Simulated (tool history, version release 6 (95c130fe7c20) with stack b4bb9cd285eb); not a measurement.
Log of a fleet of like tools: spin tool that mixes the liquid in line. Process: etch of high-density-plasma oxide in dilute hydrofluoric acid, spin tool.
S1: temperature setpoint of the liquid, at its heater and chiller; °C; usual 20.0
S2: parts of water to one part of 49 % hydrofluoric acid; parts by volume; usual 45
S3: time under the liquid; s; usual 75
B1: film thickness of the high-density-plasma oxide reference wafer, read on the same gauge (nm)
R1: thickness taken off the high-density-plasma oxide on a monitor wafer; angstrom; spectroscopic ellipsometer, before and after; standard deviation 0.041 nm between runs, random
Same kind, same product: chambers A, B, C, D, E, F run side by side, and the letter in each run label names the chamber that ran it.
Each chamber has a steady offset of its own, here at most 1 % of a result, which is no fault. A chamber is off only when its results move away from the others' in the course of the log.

run,day,S1,S2,S3,B1,R1
1A,0.154,20.0,45,75,109.99,87.500
2B,0.292,20.0,45,75,110.00,85.166
# day 0.483: chamber E: hydrofluoric acid flow meter replaced
3F,0.496,20.0,45,75,110.00,86.280
4D,0.638,20.0,45,75,110.04,86.594
5C,0.779,20.0,45,75,110.02,86.996
6E,0.954,20.0,45,75,109.99,87.078
7F,1.096,20.0,45,75,110.01,86.483
8B,1.325,20.0,45,75,109.99,85.397
9A,1.538,20.0,45,75,110.01,86.461
10C,1.804,20.0,45,75,110.00,86.454
11D,1.983,20.0,45,75,109.98,87.393
12E,2.242,20.0,45,75,110.00,85.720
13A,2.375,20.0,45,75,109.97,86.291
14B,2.575,20.0,45,45,110.02,51.476
15E,2.779,20.0,45,45,110.00,51.855
16C,2.971,20.0,45,45,109.98,51.351
17D,3.104,20.0,45,45,110.03,51.717
18F,3.342,20.0,45,45,109.98,51.819
19A,3.571,20.0,45,45,110.01,52.259
20B,3.783,20.0,45,75,109.99,86.337
21C,3.971,20.0,45,75,110.05,85.666
22E,4.146,22.0,45,60,110.00,75.998
23F,4.304,22.0,45,60,109.98,74.937
24D,4.500,22.0,45,60,110.04,74.973
25F,4.733,22.0,45,60,110.00,75.333
26D,5.004,22.0,45,60,109.99,75.388
27C,5.279,22.0,45,60,109.98,74.973
28B,5.421,20.0,45,75,110.01,84.825
29E,5.542,20.0,25,75,109.99,158.830
30A,5.721,20.0,25,75,110.01,159.680
31B,5.979,20.0,25,75,109.97,155.840
32E,6.100,20.0,25,75,110.03,157.950
# day 6.133: chamber F: thermometer replaced
33F,6.371,20.0,25,75,110.03,157.730
34D,6.525,20.0,25,75,109.97,159.750
35C,6.662,20.0,45,75,110.03,86.275
36A,6.846,20.0,45,75,110.00,85.821
37E,7.075,20.0,45,75,109.95,86.916
38B,7.271,20.0,45,75,110.02,85.803
39A,7.412,20.0,45,75,110.01,86.577
40F,7.654,20.0,45,75,109.99,85.863

Predict what each chamber gives when all 6 of them run the settings below next.
41A,7.846,22.5,45,75,,?
41B,7.846,22.5,45,75,,?
41C,7.846,22.5,45,75,,?
41D,7.846,22.5,45,75,,?
41E,7.846,22.5,45,75,,?
41F,7.846,22.5,45,75,,?

run,R1
41A,96.410
41B,94.543
41C,96.236
41D,96.056
41E,96.927
41F,95.520
